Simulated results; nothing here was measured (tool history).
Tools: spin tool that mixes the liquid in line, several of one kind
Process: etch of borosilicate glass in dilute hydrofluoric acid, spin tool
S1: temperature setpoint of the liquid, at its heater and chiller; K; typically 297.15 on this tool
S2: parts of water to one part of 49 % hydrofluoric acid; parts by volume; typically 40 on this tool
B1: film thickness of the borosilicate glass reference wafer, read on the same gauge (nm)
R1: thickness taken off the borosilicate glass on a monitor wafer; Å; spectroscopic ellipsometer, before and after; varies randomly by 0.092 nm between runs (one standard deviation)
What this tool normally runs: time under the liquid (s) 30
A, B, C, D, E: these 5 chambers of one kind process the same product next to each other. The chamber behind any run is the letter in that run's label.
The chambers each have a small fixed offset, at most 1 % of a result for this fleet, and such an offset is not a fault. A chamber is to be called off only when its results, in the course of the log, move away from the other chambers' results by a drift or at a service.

Run 1C, day 0.162: usual settings; B1 50. Result: R1 162.17 Å.
Run 2A, day 0.325: usual settings; B1 49.998. Result: R1 165.17 Å.
Run 3B, day 0.496: usual settings; B1 49.984. Result: R1 165.32 Å.
Run 4E, day 0.767: usual settings; B1 49.997. Result: R1 163.32 Å.
Run 5D, day 1.008: usual settings; B1 49.991. Result: R1 164.82 Å.
Run 6C, day 1.225: usual settings; B1 50. Result: R1 163.03 Å.
Run 7A, day 1.462: usual settings; B1 50.006. Result: R1 165.05 Å.
Run 8E, day 1.688: usual settings; B1 49.988. Result: R1 164.15 Å.
Run 9D, day 2: usual settings but S2 50 parts by volume, time under the liquid (s) 45; B1 50.016. Result: R1 193.42 Å.
Run 10B, day 2.242: usual settings but S2 50 parts by volume, time under the liquid (s) 45; B1 49.998. Result: R1 193.16 Å.
Run 11C, day 2.533: usual settings but S2 50 parts by volume, time under the liquid (s) 45; B1 49.992. Result: R1 194.24 Å.
Run 12B, day 2.675: usual settings but S2 50 parts by volume, time under the liquid (s) 45; B1 49.985. Result: R1 194.07 Å.
Run 13A, day 2.85: usual settings but S2 50 parts by volume, time under the liquid (s) 45; B1 49.992. Result: R1 195.1 Å.
Run 14E, day 3.067: usual settings; B1 49.989. Result: R1 161.28 Å.
Run 15D, day 3.321: usual settings; B1 49.977. Result: R1 165.6 Å.
Run 16E, day 3.542: usual settings; B1 50.01. Result: R1 163.92 Å.
Run 17B, day 3.742: usual settings but S1 295.65 K, time under the liquid (s) 40; B1 50.003. Result: R1 206.31 Å.
Run 18A, day 4.029: usual settings but S1 295.65 K, time under the liquid (s) 40; B1 49.989. Result: R1 206.87 Å.
Run 19D, day 4.346: usual settings but S1 295.65 K, time under the liquid (s) 40; B1 49.998. Result: R1 206.23 Å.
Run 20C, day 4.625: usual settings but S1 295.65 K, time under the liquid (s) 40; B1 49.972. Result: R1 205.49 Å.
Run 21C, day 4.846: usual settings but S1 295.65 K, time under the liquid (s) 40; B1 49.99. Result: R1 203.18 Å.
Run 22D, day 5.117: usual settings; B1 49.991. Result: R1 165.36 Å.
Run 23E, day 5.408: usual settings; B1 50.01. Result: R1 164.09 Å.
Run 24A, day 5.704: usual settings; B1 50.008. Result: R1 166.36 Å.
Run 25B, day 6.021: usual settings but S2 50 parts by volume, time under the liquid (s) 20; B1 50.001. Result: R1 87.003 Å.
Run 26D, day 6.221: usual settings but S2 50 parts by volume, time under the liquid (s) 20; B1 49.997. Result: R1 86.296 Å.
Run 27A, day 6.454: usual settings but S2 50 parts by volume, time under the liquid (s) 20; B1 49.984. Result: R1 86.619 Å.
Run 28E, day 6.742: usual settings but S2 50 parts by volume, time under the liquid (s) 20; B1 50.005. Result: R1 85.448 Å.
Run 29B, day 7.062: usual settings but S2 50 parts by volume, time under the liquid (s) 20; B1 49.98. Result: R1 86.197 Å.
Run 30C, day 7.271: usual settings; B1 49.994. Result: R1 163.28 Å.
Run 31B, day 7.488: usual settings but S1 298.65 K, S2 50 parts by volume; B1 49.998. Result: R1 137.88 Å.
Run 32C, day 7.638: usual settings but S1 298.65 K, S2 50 parts by volume; B1 49.994. Result: R1 138.36 Å.
Run 33A, day 7.821: usual settings but S1 298.65 K, S2 50 parts by volume; B1 49.989. Result: R1 138.54 Å.

All 5 chambers run these settings next. Forecast each chamber's results:
Run 34A, day 8.05: usual settings but time under the liquid (s) 20. Result: R1 ?.
Run 34B, day 8.05: usual settings but time under the liquid (s) 20. Result: R1 ?.
Run 34C, day 8.05: usual settings but time under the liquid (s) 20. Result: R1 ?.
Run 34D, day 8.05: usual settings but time under the liquid (s) 20. Result: R1 ?.
Run 34E, day 8.05: usual settings but time under the liquid (s) 20. Result: R1 ?.

run      R1
34A  109.28
34B  109.61
34C  107.81
34D  110.17
34E  109.09

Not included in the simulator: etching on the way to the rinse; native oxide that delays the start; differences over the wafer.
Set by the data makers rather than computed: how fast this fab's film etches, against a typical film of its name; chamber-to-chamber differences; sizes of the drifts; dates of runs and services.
